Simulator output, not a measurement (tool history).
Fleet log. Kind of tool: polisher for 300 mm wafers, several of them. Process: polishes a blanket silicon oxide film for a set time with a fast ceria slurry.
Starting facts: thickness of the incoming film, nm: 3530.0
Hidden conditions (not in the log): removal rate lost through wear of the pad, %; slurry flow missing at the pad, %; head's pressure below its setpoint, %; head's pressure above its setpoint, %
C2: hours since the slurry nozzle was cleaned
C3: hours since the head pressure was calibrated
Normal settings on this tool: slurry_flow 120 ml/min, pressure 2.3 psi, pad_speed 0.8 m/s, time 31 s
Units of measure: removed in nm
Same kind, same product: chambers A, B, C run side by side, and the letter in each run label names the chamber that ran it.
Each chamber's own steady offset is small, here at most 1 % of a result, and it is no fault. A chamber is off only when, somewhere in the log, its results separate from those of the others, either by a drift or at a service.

run 1A hour=9.2 | slurry_flow=120 pressure=2.3 pad_speed=0.8 time=31 | wafers_polished_on_this_pad=826 C2=16.6 C3=355.6 | removed=292.17
-- hour=15.7 chamber C: slurry nozzle cleaned
run 2C hour=21.5 | slurry_flow=120 pressure=2.3 pad_speed=0.8 time=31 | wafers_polished_on_this_pad=572 C2=5.8 C3=164 | removed=296.54
run 3B hour=30.4 | slurry_flow=120 pressure=2.3 pad_speed=0.8 time=31 | wafers_polished_on_this_pad=1154 C2=161.5 C3=681.3 | removed=292.2
run 4A hour=39.1 | slurry_flow=120 pressure=2.3 pad_speed=0.8 time=31 | wafers_polished_on_this_pad=1215 C2=46.5 C3=385.5 | removed=292.9
-- hour=41.2 chamber B: worn pad replaced by a new one
-- hour=49.9 chamber C: worn pad replaced by a new one
run 5C hour=51.2 | slurry_flow=120 pressure=2.3 pad_speed=0.8 time=31 | wafers_polished_on_this_pad=18 C2=35.5 C3=193.7 | removed=298.94
run 6B hour=59.9 | slurry_flow=120 pressure=2.3 pad_speed=0.8 time=31 | wafers_polished_on_this_pad=243 C2=191 C3=710.8 | removed=295.65
run 7C hour=71.1 | slurry_flow=120 pressure=2.3 pad_speed=0.8 time=31 | wafers_polished_on_this_pad=277 C2=55.4 C3=213.6 | removed=298.77
run 8A hour=77.8 | slurry_flow=105 pressure=2.3 pad_speed=0.8 time=31 | wafers_polished_on_this_pad=1719 C2=85.2 C3=424.2 | removed=284.64
run 9B hour=84.8 | slurry_flow=105 pressure=2.3 pad_speed=0.8 time=31 | wafers_polished_on_this_pad=567 C2=215.9 C3=735.7 | removed=286.95
run 10A hour=95.2 | slurry_flow=105 pressure=2.3 pad_speed=0.8 time=31 | wafers_polished_on_this_pad=1945 C2=102.6 C3=441.6 | removed=284.2
run 11C hour=103.1 | slurry_flow=120 pressure=2.3 pad_speed=0.8 time=31 | wafers_polished_on_this_pad=693 C2=87.4 C3=245.6 | removed=291.97
run 12B hour=115.6 | slurry_flow=120 pressure=2.3 pad_speed=0.8 time=31 | wafers_polished_on_this_pad=968 C2=246.7 C3=766.5 | removed=291.62
run 13A hour=127 | slurry_flow=120 pressure=2.3 pad_speed=0.8 time=31 | wafers_polished_on_this_pad=2359 C2=134.4 C3=473.4 | removed=286.78
-- hour=136.1 chamber C: worn pad replaced by a new one
run 14B hour=136.7 | slurry_flow=120 pressure=2.3 pad_speed=0.8 time=31 | wafers_polished_on_this_pad=1243 C2=267.8 C3=787.6 | removed=296.62
run 15C hour=144.4 | slurry_flow=120 pressure=2.3 pad_speed=0.8 time=31 | wafers_polished_on_this_pad=109 C2=128.7 C3=286.9 | removed=308.22
run 16A hour=152.8 | slurry_flow=120 pressure=2.3 pad_speed=0.8 time=31 | wafers_polished_on_this_pad=2695 C2=160.2 C3=499.2 | removed=290.67
run 17B hour=161.1 | slurry_flow=120 pressure=2.3 pad_speed=0.8 time=31 | wafers_polished_on_this_pad=1561 C2=292.2 C3=812 | removed=293.48
-- hour=161.8 chamber B: worn pad replaced by a new one
-- hour=164.1 chamber B: head pressure recalibrated
run 18C hour=173.7 | slurry_flow=120 pressure=2.3 pad_speed=0.8 time=31 | wafers_polished_on_this_pad=490 C2=158 C3=316.2 | removed=298.17
run 19C hour=185 | slurry_flow=120 pressure=2.3 pad_speed=0.8 time=31 | wafers_polished_on_this_pad=637 C2=169.3 C3=327.5 | removed=308.67
run 20B hour=193.5 | slurry_flow=120 pressure=2.3 pad_speed=0.8 time=31 | wafers_polished_on_this_pad=413 C2=324.6 C3=29.4 | removed=289.91
run 21A hour=200.3 | slurry_flow=120 pressure=2.3 pad_speed=0.8 time=31 | wafers_polished_on_this_pad=3313 C2=207.7 C3=546.7 | removed=289.66
run 22B hour=206.3 | slurry_flow=120 pressure=2.3 pad_speed=0.8 time=31 | wafers_polished_on_this_pad=580 C2=337.4 C3=42.2 | removed=284.11
run 23A hour=216 | slurry_flow=120 pressure=2.3 pad_speed=0.8 time=31 | wafers_polished_on_this_pad=3518 C2=223.4 C3=562.4 | removed=283.44
-- hour=218.9 chamber C: worn pad replaced by a new one
run 24C hour=228.1 | slurry_flow=120 pressure=2.3 pad_speed=0.8 time=31 | wafers_polished_on_this_pad=120 C2=212.4 C3=370.6 | removed=299.84
run 25B hour=236.9 | slurry_flow=120 pressure=2.3 pad_speed=0.62 time=34 | wafers_polished_on_this_pad=978 C2=368 C3=72.8 | removed=246.63
run 26A hour=243.6 | slurry_flow=120 pressure=2.3 pad_speed=0.62 time=34 | wafers_polished_on_this_pad=3877 C2=251 C3=590 | removed=235.95
run 27C hour=252 | slurry_flow=120 pressure=2.3 pad_speed=0.62 time=34 | wafers_polished_on_this_pad=431 C2=236.3 C3=394.5 | removed=258.53
run 28C hour=263.1 | slurry_flow=120 pressure=2.3 pad_speed=0.8 time=31 | wafers_polished_on_this_pad=575 C2=247.4 C3=405.6 | removed=301.1
-- hour=271 chamber B: worn pad replaced by a new one
run 29B hour=272.7 | slurry_flow=120 pressure=2.3 pad_speed=0.8 time=31 | wafers_polished_on_this_pad=22 C2=403.8 C3=108.6 | removed=290.41
run 30A hour=280.8 | slurry_flow=120 pressure=2.3 pad_speed=0.8 time=31 | wafers_polished_on_this_pad=4361 C2=288.2 C3=627.2 | removed=279.31
run 31B hour=286.7 | slurry_flow=120 pressure=2.3 pad_speed=0.8 time=31 | wafers_polished_on_this_pad=205 C2=417.8 C3=122.6 | removed=295.66
run 32A hour=293.8 | slurry_flow=120 pressure=2.3 pad_speed=0.8 time=31 | wafers_polished_on_this_pad=4531 C2=301.2 C3=640.2 | removed=268.57
-- hour=305.4 chamber C: worn pad replaced by a new one
run 33C hour=306.7 | slurry_flow=120 pressure=2.3 pad_speed=0.8 time=31 | wafers_polished_on_this_pad=17 C2=291 C3=449.2 | removed=304.78
run 34A hour=318.9 | slurry_flow=120 pressure=2.9 pad_speed=0.8 time=25 | wafers_polished_on_this_pad=4857 C2=326.3 C3=665.3 | removed=275.62
run 35B hour=327 | slurry_flow=120 pressure=2.9 pad_speed=0.8 time=25 | wafers_polished_on_this_pad=729 C2=458.1 C3=162.9 | removed=294
run 36C hour=334.6 | slurry_flow=120 pressure=2.9 pad_speed=0.8 time=25 | wafers_polished_on_this_pad=380 C2=318.9 C3=477.1 | removed=301.76
run 37C hour=341.7 | slurry_flow=120 pressure=2.3 pad_speed=0.8 time=31 | wafers_polished_on_this_pad=473 C2=326 C3=484.2 | removed=296.61
run 38B hour=351.9 | slurry_flow=120 pressure=2.3 pad_speed=0.8 time=31 | wafers_polished_on_this_pad=1053 C2=483 C3=187.8 | removed=295.75
-- hour=356.5 chamber B: slurry nozzle cleaned
run 39A hour=361.5 | slurry_flow=120 pressure=2.3 pad_speed=0.8 time=31 | wafers_polished_on_this_pad=5412 C2=368.9 C3=707.9 | removed=272.46
run 40B hour=372.2 | slurry_flow=120 pressure=2.3 pad_speed=0.8 time=31 | wafers_polished_on_this_pad=1318 C2=15.8 C3=208.1 | removed=293.65
-- hour=378.8 chamber B: worn pad replaced by a new one
run 41C hour=380.8 | slurry_flow=120 pressure=2.3 pad_speed=0.8 time=31 | wafers_polished_on_this_pad=982 C2=365.1 C3=523.3 | removed=294.65
-- hour=385.6 chamber C: worn pad replaced by a new one
run 42A hour=391.9 | slurry_flow=120 pressure=2.3 pad_speed=0.8 time=31 | wafers_polished_on_this_pad=5808 C2=399.3 C3=738.3 | removed=265.35
run 43C hour=397.5 | slurry_flow=120 pressure=2.3 pad_speed=0.8 time=31 | wafers_polished_on_this_pad=155 C2=381.8 C3=540 | removed=299.25
run 44B hour=404.6 | slurry_flow=120 pressure=2.3 pad_speed=0.8 time=31 | wafers_polished_on_this_pad=335 C2=48.2 C3=240.5 | removed=292.13

Is one chamber out of step, is the gauge drifting, or do the chambers differ by no more than their own small offsets? For an off chamber, give its letter and the likeliest cause.

It is chamber A that slowly wanders off from its peers.
Likeliest cause: removal rate lost through wear of the pad, % = 11.
It could be hard to tell apart here from: slurry flow missing at the pad, %; head's pressure below its setpoint, %.

Which of the 4 candidates below, each the usual settings with something changed and its results left as question marks, puts chamber A back in line with what the other chambers give on the usual settings?
In line means no further than this from the other chambers' mean on the usual settings: removed 15 nm
run 45A-1 hour=413.8 | slurry_flow=120 pressure=2.3 pad_speed=0.8 time=30 | removed=?
run 45A-2 hour=413.8 | slurry_flow=120 pressure=2.3 pad_speed=0.8 time=28 | removed=?
run 45A-3 hour=413.8 | slurry_flow=120 pressure=2.3 pad_speed=0.82 time=31 | removed=?
run 45A-4 hour=413.8 | slurry_flow=125 pressure=2.3 pad_speed=0.8 time=35 | removed=?

Average result of the remaining chambers running the usual settings: removed 296.49 nm
run=45A-1 removed=254.2
run=45A-2 removed=237.25
run=45A-3 removed=269.27
run=45A-4 removed=299.13
The right change is 45A-4: it brings the chamber back within the allowed miss of the others.

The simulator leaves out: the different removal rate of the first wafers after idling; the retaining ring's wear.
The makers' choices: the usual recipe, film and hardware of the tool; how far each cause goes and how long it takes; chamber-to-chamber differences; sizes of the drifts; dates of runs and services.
